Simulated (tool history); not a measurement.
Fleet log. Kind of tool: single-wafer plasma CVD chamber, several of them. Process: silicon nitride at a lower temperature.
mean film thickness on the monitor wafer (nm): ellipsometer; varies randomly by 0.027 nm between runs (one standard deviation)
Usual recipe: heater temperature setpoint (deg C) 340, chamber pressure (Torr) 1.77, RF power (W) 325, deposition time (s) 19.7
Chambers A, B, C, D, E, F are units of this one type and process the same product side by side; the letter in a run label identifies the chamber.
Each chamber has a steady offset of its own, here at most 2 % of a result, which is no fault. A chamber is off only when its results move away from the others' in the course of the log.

run   hour  heater temperature setpoint (deg C)  chamber pressure (Torr)  RF power (W)  deposition time (s)  hours since the last thermocouple change  hours since the last RF generator calibration  hours since the last manometer calibration  read-back reference wafer on the same gauge, thickness_nm  mean film thickness on the monitor wafer (nm)
 1B   12.7                                  340                     1.77           325                 19.7                                      60.9                                          211.9                                       343.9                                                     21.401                                         25.316
 2D   19.2                                  340                     1.77           325                 19.7                                     182.5                                          912.0                                       449.2                                                     21.396                                         25.490
 3A   28.0                                  340                     1.77           325                 19.7                                    1161.9                                         2246.5                                      1464.5                                                     21.391                                         25.053
 4E   35.8                                  340                     1.77           325                 19.7                                     705.6                                         1315.7                                       100.4                                                     21.395                                         24.813
 5C   49.0                                  340                     1.77           325                 19.7                                    1263.3                                         1186.7                                       428.3                                                     21.390                                         25.406
 6F   55.3                                  340                     1.77           325                 17.9                                    1056.7                                          267.4                                      1362.0                                                     21.387                                         23.114
 7E   66.8                                  340                     1.77           325                 17.9                                     736.6                                         1346.7                                       131.4                                                     21.387                                         22.511
 8C   74.1                                  340                     1.77           325                 17.9                                    1288.4                                         1211.8                                       453.4                                                     21.381                                         23.058
 9F   84.0                                  340                     1.77           325                 17.9                                    1085.4                                          296.1                                      1390.7                                                     21.381                                         23.100
10A   95.0                                  340                     1.77           325                 17.9                                    1228.9                                         2313.5                                      1531.5                                                     21.381                                         22.729
11D  104.9                                  340                     1.77           325                 17.9                                     268.2                                          997.7                                       534.9                                                     21.376                                         23.118
12B  117.6                                  340                     1.77           305                 19.7                                     165.8                                          316.8                                       448.8                                                     21.375                                         24.269
13D  124.1                                  340                     1.77           305                 19.7                                     287.4                                         1016.9                                       554.1                                                     21.367                                         24.401
     125.1  -- chamber C: RF generator calibrated
14A  130.9                                  340                     1.77           305                 19.7                                    1264.8                                         2349.4                                      1567.4                                                     21.365                                         23.943
15E  141.4                                  340                     1.77           305                 19.7                                     811.2                                         1421.3                                       206.0                                                     21.366                                         23.713
16B  154.0                                  340                     1.77           305                 19.7                                     202.2                                          353.2                                       485.2                                                     21.364                                         24.242
17C  165.2                                  340                     1.77           305                 19.7                                    1379.5                                           40.1                                       544.5                                                     21.353                                         24.324
18F  177.5                                  340                     1.77           325                 19.7                                    1178.9                                          389.6                                      1484.2                                                     21.357                                         25.335
19B  186.9                                  340                     1.77           385                 19.7                                     235.1                                          386.1                                       518.1                                                     21.357                                         28.117
20A  193.4                                  340                     1.77           385                 19.7                                    1327.3                                         2411.9                                      1629.9                                                     21.354                                         27.935
21D  200.3                                  340                     1.77           385                 19.7                                     363.6                                         1093.1                                       630.3                                                     21.354                                         28.288
22E  206.7                                  340                     1.77           385                 19.7                                     876.5                                         1486.6                                       271.3                                                     21.352                                         27.539
23C  212.5                                  340                     1.77           385                 19.7                                    1426.8                                           87.4                                       591.8                                                     21.348                                         28.226
24F  220.6                                  340                     1.77           385                 19.7                                    1222.0                                          432.7                                      1527.3                                                     21.347                                         28.299
25C  233.1                                  340                     1.77           325                 19.7                                    1447.4                                          108.0                                       612.4                                                     21.339                                         25.366
26F  244.0                                  340                     1.77           325                 19.7                                    1245.4                                          456.1                                      1550.7                                                     21.339                                         25.327
27E  251.5                                  340                     2.14           325                 23.2                                     921.3                                         1531.4                                       316.1                                                     21.340                                         30.604
28D  261.3                                  340                     2.14           325                 23.2                                     424.6                                         1154.1                                       691.3                                                     21.333                                         31.457
29B  273.7                                  340                     2.14           325                 23.2                                     321.9                                          472.9                                       604.9                                                     21.332                                         31.155
30A  280.2                                  340                     2.14           325                 23.2                                    1414.1                                         2498.7                                      1716.7                                                     21.329                                         30.882
31D  286.7                                  340                     2.14           325                 23.2                                     450.0                                         1179.5                                       716.7                                                     21.331                                         31.405
32B  295.9                                  340                     2.14           325                 23.2                                     344.1                                          495.1                                       627.1                                                     21.327                                         31.233
33F  308.2                                  340                     1.77           325                 19.7                                    1309.6                                          520.3                                      1614.9                                                     21.326                                         25.316
34A  318.8                                  340                     1.77           325                 19.7                                    1452.7                                         2537.3                                      1755.3                                                     21.320                                         24.937
35C  325.0                                  340                     1.77           325                 19.7                                    1539.3                                          199.9                                       704.3                                                     21.318                                         25.302
     326.8  -- chamber A: RF generator calibrated
36E  334.0                                  340                     1.77           325                 19.7                                    1003.8                                         1613.9                                       398.6                                                     21.317                                         24.683
37A  345.9                                  340                     1.77           325                 19.7                                    1479.8                                           19.2                                      1782.4                                                     21.313                                         24.954
38B  353.4                                  340                     1.77           325                 19.7                                     401.6                                          552.6                                       684.6                                                     21.317                                         25.265
39F  365.7                                  340                     1.77           325                 19.7                                    1367.1                                          577.8                                      1672.4                                                     21.315                                         25.262
40C  371.6                                  340                     1.77           325                 19.7                                    1585.9                                          246.5                                       750.9                                                     21.308                                         25.279
41E  380.9                                  340                     1.77           325                 19.7                                    1050.7                                         1660.8                                       445.5                                                     21.312                                         24.711

Does one chamber stand apart from the rest, does the shared gauge drift, or is all well apart from small per-chamber offsets? Give the chamber and the most likely cause, where there is one.

Gauge drift. The chambers move together only on paper, and none stands off.
Likeliest cause: gauge reads low (%) = 0.44.
